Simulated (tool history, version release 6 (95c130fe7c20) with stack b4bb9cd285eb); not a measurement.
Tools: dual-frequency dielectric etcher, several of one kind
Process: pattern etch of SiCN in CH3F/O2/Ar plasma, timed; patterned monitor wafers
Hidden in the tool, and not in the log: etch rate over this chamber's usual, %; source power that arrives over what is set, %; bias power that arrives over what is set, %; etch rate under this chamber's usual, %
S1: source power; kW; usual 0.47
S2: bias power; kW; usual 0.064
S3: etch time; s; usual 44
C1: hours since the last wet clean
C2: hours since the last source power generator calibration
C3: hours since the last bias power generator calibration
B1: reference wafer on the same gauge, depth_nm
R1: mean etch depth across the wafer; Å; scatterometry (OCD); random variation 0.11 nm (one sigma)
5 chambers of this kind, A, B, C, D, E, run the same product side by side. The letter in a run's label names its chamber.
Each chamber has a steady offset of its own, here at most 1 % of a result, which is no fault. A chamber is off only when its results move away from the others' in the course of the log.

run   hour    S1     S2    S3     C1      C2      C3      B1      R1
 1B   13.5  0.47  0.064    44  266.5  3058.3  3990.5   15.81  169.65
 2E   22.9  0.47  0.064    44   49.1  1368.5    1827  15.793  168.41
 3A   35.3  0.47  0.064    44  536.7  1391.5  3958.8   15.81  168.66
        49  -- chamber A: wet clean of the chamber
 4D   49.6  0.47  0.064    44  180.2  1711.2   859.4  15.793  167.31
 5C   62.7  0.43  0.054    44  279.5  3116.5  3425.4  15.786  154.77
 6B   71.6  0.43  0.054    44  324.6  3116.4  4048.6  15.813  155.77
 7C   80.5  0.43  0.054    44  297.3  3134.3  3443.2  15.801  153.32
 8E   93.9  0.43  0.054    44  120.1  1439.5    1898  15.797  152.67
 9A  106.7  0.43  0.054    44   57.7  1462.9  4030.2  15.791  154.57
10D  119.7  0.47  0.056    44  250.3  1781.3   929.5  15.822  162.76
11A  127.9  0.47  0.056    44   78.9  1484.1  4051.4  15.784  161.05
12B  140.3  0.47  0.056    44  393.3  3185.1  4117.3  15.814   162.1
13E  151.7  0.47  0.056    44  177.9  1497.3  1955.8  15.806  163.03
14D  161.3  0.47  0.056    44  291.9  1822.9   971.1  15.815  163.79
15C  170.9  0.47  0.064    44  387.7  3224.7  3533.6   15.78  167.81
16C  185.3  0.47  0.064    44  402.1  3239.1    3548  15.782   168.6
17D  194.3  0.47  0.064    44  324.9  1855.9  1004.1  15.808  170.68
18E  204.6  0.47  0.064    44  230.8  1550.2  2008.7  15.772  169.99
19A  220.2  0.47  0.064    44  171.2  1576.4  4143.7  15.812  166.63
20B  232.5  0.38  0.064  51.5  485.5  3277.3  4209.5  15.811  182.27
21D  246.4  0.38  0.064  51.5    377    1908  1056.2  15.822  187.02
22B  258.9  0.38  0.064  51.5  511.9  3303.7  4235.9   15.78  181.29
23E  270.8  0.38  0.064  51.5    297  1616.4  2074.9  15.793  181.71
24C  277.8  0.38  0.064  51.5  494.6  3331.6  3640.5  15.773  181.19
25A  293.2  0.54  0.078    44  244.2  1649.4  4216.7  15.806  190.27
26C  304.4  0.54  0.078    44  521.2  3358.2  3667.1  15.806  189.29
27E  313.4  0.54  0.078    44  339.6    1659  2117.5  15.791  187.96
28A  325.8  0.54  0.078    44  276.8    1682  4249.3  15.797  189.71
     330.7  -- chamber A: bias power generator calibrated
29B  335.6  0.54  0.078    44  588.6  3380.4  4312.6  15.789   192.6
30D  349.2  0.47  0.064    44  479.8  2010.8    1159  15.784  174.68
31B  356.9  0.47  0.064    44  609.9  3401.7  4333.9  15.795  169.99
32D  366.2  0.47  0.064    44  496.8  2027.8    1176  15.786  174.72
33A  378.9  0.47  0.064    44  329.9  1735.1    48.2  15.804  171.31
34C  389.5  0.47  0.064    44  606.3  3443.3  3752.2  15.789  169.88
35E  396.5  0.47  0.064  48.5  422.7  1742.1  2200.6  15.796  186.36
36D  404.6  0.47  0.064  48.5  535.2  2066.2  1214.4  15.804  197.28
     408.7  -- chamber C: wet clean of the chamber
37C  416.7  0.47  0.064  48.5      8  3470.5  3779.4  15.781  185.17
38E  428.6  0.47  0.064  48.5  454.8  1774.2  2232.7  15.804  182.33
39A  437.7  0.47  0.064  48.5  388.7  1793.9     107  15.785  185.84
     444.2  -- chamber B: wet clean of the chamber
40B  450.8  0.47  0.064    44    6.6  3495.6  4427.8  15.833   170.2
41E  466.1  0.47  0.064    44  492.3  1811.7  2270.2  15.826  167.92

What goes on in this fleet: one chamber off, a drifting gauge, or nothing beyond the chambers' own small offsets? Name the chamber and the cause, if any.

Chamber D drifts away from the others.
Cause: etch rate over this chamber's usual, % = 5.14.

Here are 4 candidates for chamber D's next run, each the usual settings with a change, their results left as question marks. Which one brings its results back in line with what the others give on the usual settings?
In line means no further than this from the other chambers' mean on the usual settings: R1 3.9 Å
42D-1  477.5  0.48  0.065  47.5                   ?
42D-2  477.5  0.47  0.049    44                   ?
42D-3  477.5  0.47  0.063    42                   ?
42D-4  477.5  0.48  0.064    46                   ?

The other chambers' mean on the usual settings: R1 168.44 Å
  run      R1
42D-1  194.14
42D-2  162.79
42D-3  168.53
42D-4  187.03
42D-3 brings the chamber back in line.
